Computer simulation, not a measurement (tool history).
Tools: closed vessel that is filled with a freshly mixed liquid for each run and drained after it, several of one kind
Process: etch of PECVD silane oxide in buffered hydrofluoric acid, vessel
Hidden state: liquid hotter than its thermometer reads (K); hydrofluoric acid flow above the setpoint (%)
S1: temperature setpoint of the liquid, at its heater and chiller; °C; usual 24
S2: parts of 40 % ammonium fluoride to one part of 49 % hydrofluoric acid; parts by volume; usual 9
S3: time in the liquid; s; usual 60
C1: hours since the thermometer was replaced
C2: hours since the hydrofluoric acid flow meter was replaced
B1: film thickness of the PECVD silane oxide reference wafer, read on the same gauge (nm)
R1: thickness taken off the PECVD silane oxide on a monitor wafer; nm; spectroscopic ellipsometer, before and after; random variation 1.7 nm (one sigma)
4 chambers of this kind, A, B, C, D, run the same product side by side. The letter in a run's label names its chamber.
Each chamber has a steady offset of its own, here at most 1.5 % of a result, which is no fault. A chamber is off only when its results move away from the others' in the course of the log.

run 1A hour=9.7 | S1=24 S2=9 S3=60 | C1=917.4 C2=115 | B1=99.963 | R1=207.82
-- hour=15.7 chamber B: hydrofluoric acid flow meter replaced
run 2C hour=18.5 | S1=24 S2=9 S3=60 | C1=1936.5 C2=370.4 | B1=100.01 | R1=208.63
run 3D hour=24.5 | S1=24 S2=9 S3=60 | C1=581.5 C2=430.7 | B1=100 | R1=206.77
-- hour=32.1 chamber A: thermometer replaced
run 4B hour=36.6 | S1=24 S2=9 S3=60 | C1=1675.8 C2=20.9 | B1=100.02 | R1=206.64
run 5D hour=44.7 | S1=24 S2=9 S3=60 | C1=601.7 C2=450.9 | B1=99.969 | R1=206.8
run 6B hour=53.1 | S1=24 S2=9 S3=60 | C1=1692.3 C2=37.4 | B1=99.979 | R1=207.41
run 7A hour=64.6 | S1=24 S2=9 S3=60 | C1=32.6 C2=169.9 | B1=99.959 | R1=207.09
run 8C hour=75.9 | S1=24 S2=7 S3=80 | C1=1993.9 C2=427.8 | B1=99.977 | R1=364.77
run 9C hour=82.6 | S1=24 S2=7 S3=80 | C1=2000.6 C2=434.5 | B1=100.02 | R1=365.06
run 10B hour=88.5 | S1=24 S2=7 S3=80 | C1=1727.7 C2=72.8 | B1=100.02 | R1=362.49
run 11A hour=95.8 | S1=24 S2=7 S3=80 | C1=63.8 C2=201.1 | B1=99.991 | R1=372.88
run 12D hour=101.2 | S1=24 S2=9 S3=60 | C1=658.2 C2=507.4 | B1=100 | R1=207.68
run 13A hour=112 | S1=24 S2=9 S3=60 | C1=80 C2=217.3 | B1=99.981 | R1=211.27
run 14B hour=118.8 | S1=24 S2=9 S3=45 | C1=1758 C2=103.1 | B1=99.996 | R1=156.13
run 15D hour=131.2 | S1=24 S2=9 S3=45 | C1=688.2 C2=537.4 | B1=99.973 | R1=154.27
run 16C hour=137 | S1=24 S2=9 S3=45 | C1=2055 C2=488.9 | B1=100 | R1=157.45
run 17A hour=145.4 | S1=24 S2=9 S3=45 | C1=113.4 C2=250.7 | B1=100 | R1=154.99
run 18C hour=157.3 | S1=24 S2=9 S3=60 | C1=2075.3 C2=509.2 | B1=100.03 | R1=207.22
-- hour=168.9 chamber D: hydrofluoric acid flow meter replaced
run 19D hour=169.5 | S1=24 S2=9 S3=60 | C1=726.5 C2=0.7 | B1=99.961 | R1=207.43
run 20B hour=176.2 | S1=24 S2=9 S3=60 | C1=1815.4 C2=160.5 | B1=99.946 | R1=210.6
run 21D hour=183.1 | S1=24 S2=11.5 S3=60 | C1=740.1 C2=14.3 | B1=99.963 | R1=166.83
run 22C hour=189.9 | S1=24 S2=11.5 S3=60 | C1=2107.9 C2=541.8 | B1=100.01 | R1=169.83
run 23B hour=201 | S1=24 S2=11.5 S3=60 | C1=1840.2 C2=185.3 | B1=100.02 | R1=169.58
run 24A hour=206.6 | S1=24 S2=11.5 S3=60 | C1=174.6 C2=311.9 | B1=99.971 | R1=170.28
run 25C hour=217.4 | S1=24 S2=9 S3=60 | C1=2135.4 C2=569.3 | B1=100.03 | R1=209.62
run 26B hour=223.9 | S1=28 S2=9 S3=60 | C1=1863.1 C2=208.2 | B1=100.06 | R1=254.01
run 27D hour=231.3 | S1=28 S2=9 S3=60 | C1=788.3 C2=62.5 | B1=99.956 | R1=254.19
run 28A hour=239.5 | S1=28 S2=9 S3=60 | C1=207.5 C2=344.8 | B1=100.01 | R1=259.34
run 29D hour=249.5 | S1=28 S2=9 S3=60 | C1=806.5 C2=80.7 | B1=100.04 | R1=257.62
run 30A hour=259.1 | S1=24 S2=9 S3=60 | C1=227.1 C2=364.4 | B1=99.997 | R1=209.68
run 31C hour=270.5 | S1=24 S2=9 S3=60 | C1=2188.5 C2=622.4 | B1=99.96 | R1=205.26
run 32B hour=282.1 | S1=24 S2=9 S3=60 | C1=1921.3 C2=266.4 | B1=99.985 | R1=207.7

What goes on in this fleet: one chamber off, a drifting gauge, or nothing beyond the chambers' own small offsets? Name the chamber and the cause, if any.

No chamber stands off beyond its own small offset, and the gauge holds steady.
